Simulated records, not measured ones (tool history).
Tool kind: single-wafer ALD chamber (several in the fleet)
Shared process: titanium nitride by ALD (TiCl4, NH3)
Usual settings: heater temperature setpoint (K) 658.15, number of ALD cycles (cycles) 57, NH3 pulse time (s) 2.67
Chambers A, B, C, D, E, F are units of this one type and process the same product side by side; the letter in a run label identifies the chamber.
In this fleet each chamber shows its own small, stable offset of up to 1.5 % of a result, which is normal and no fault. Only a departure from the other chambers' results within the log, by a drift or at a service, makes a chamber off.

run,hour,heater temperature setpoint (K),number of ALD cycles (cycles),NH3 pulse time (s),"read-back reference wafer on the same gauge, thickness_nm",mean film thickness on the monitor wafer (Å)
1A,10.3,658.15,57,2.67,1.3103,12.500
2B,19.4,658.15,57,2.67,1.3105,12.447
3F,26.5,658.15,57,2.67,1.3106,12.639
4C,39.8,658.15,57,2.67,1.3105,12.632
5E,50.9,658.15,48,1.72,1.3110,10.343
6D,60.0,658.15,48,1.72,1.3114,10.267
7A,69.4,658.15,48,1.72,1.3116,10.333
8F,79.1,658.15,48,1.72,1.3113,10.439
9B,88.4,658.15,48,1.72,1.3114,10.283
10E,99.2,658.15,48,1.72,1.3113,10.356
11C,111.7,658.15,57,2.67,1.3117,12.606
12D,120.6,658.15,57,2.67,1.3120,12.477
13E,130.8,658.15,57,2.67,1.3126,12.559
14D,141.1,658.15,57,2.67,1.3123,12.463
15C,148.9,658.15,57,2.67,1.3124,12.636
16F,158.4,658.15,57,3.39,1.3130,12.819
17B,170.1,658.15,57,3.39,1.3129,12.595
18A,176.3,658.15,57,3.39,1.3133,12.696
19D,188.2,658.15,57,3.39,1.3131,12.587
20A,195.9,658.15,57,3.39,1.3132,12.706
21C,204.8,658.15,57,3.39,1.3137,12.769
22B,216.9,658.15,57,2.67,1.3138,12.493
23F,228.4,664.15,57,3.11,1.3138,12.803
24E,238.8,664.15,57,3.11,1.3139,12.697
25A,246.0,664.15,57,3.11,1.3147,12.684
26E,253.8,664.15,57,3.11,1.3142,12.687
27C,265.8,664.15,57,3.11,1.3145,12.764
28D,276.4,664.15,57,3.11,1.3143,12.624
29B,285.6,658.15,57,2.67,1.3148,12.488
30F,294.3,658.15,57,2.67,1.3152,12.730
31E,307.3,658.15,57,2.67,1.3158,12.591
32B,320.3,658.15,57,2.67,1.3161,12.530
33A,328.6,658.15,57,2.67,1.3157,12.543
34F,335.2,658.15,57,2.67,1.3158,12.726
35D,345.3,658.15,57,2.67,1.3161,12.494
36C,352.6,646.15,57,2.15,1.3166,12.407
37E,362.0,646.15,57,2.15,1.3156,12.356
38C,375.3,646.15,57,2.15,1.3164,12.378
39F,385.5,646.15,57,2.15,1.3170,12.452
40A,398.4,646.15,57,2.15,1.3164,12.312
41B,406.5,646.15,57,2.15,1.3171,12.251

Predict what each chamber gives when all 6 of them run the settings below next.
42A,416.0,663.15,57,2.67,,?
42B,416.0,663.15,57,2.67,,?
42C,416.0,663.15,57,2.67,,?
42D,416.0,663.15,57,2.67,,?
42E,416.0,663.15,57,2.67,,?
42F,416.0,663.15,57,2.67,,?

run,mean film thickness on the monitor wafer (Å)
42A,12.599
42B,12.570
42C,12.733
42D,12.548
42E,12.648
42F,12.780
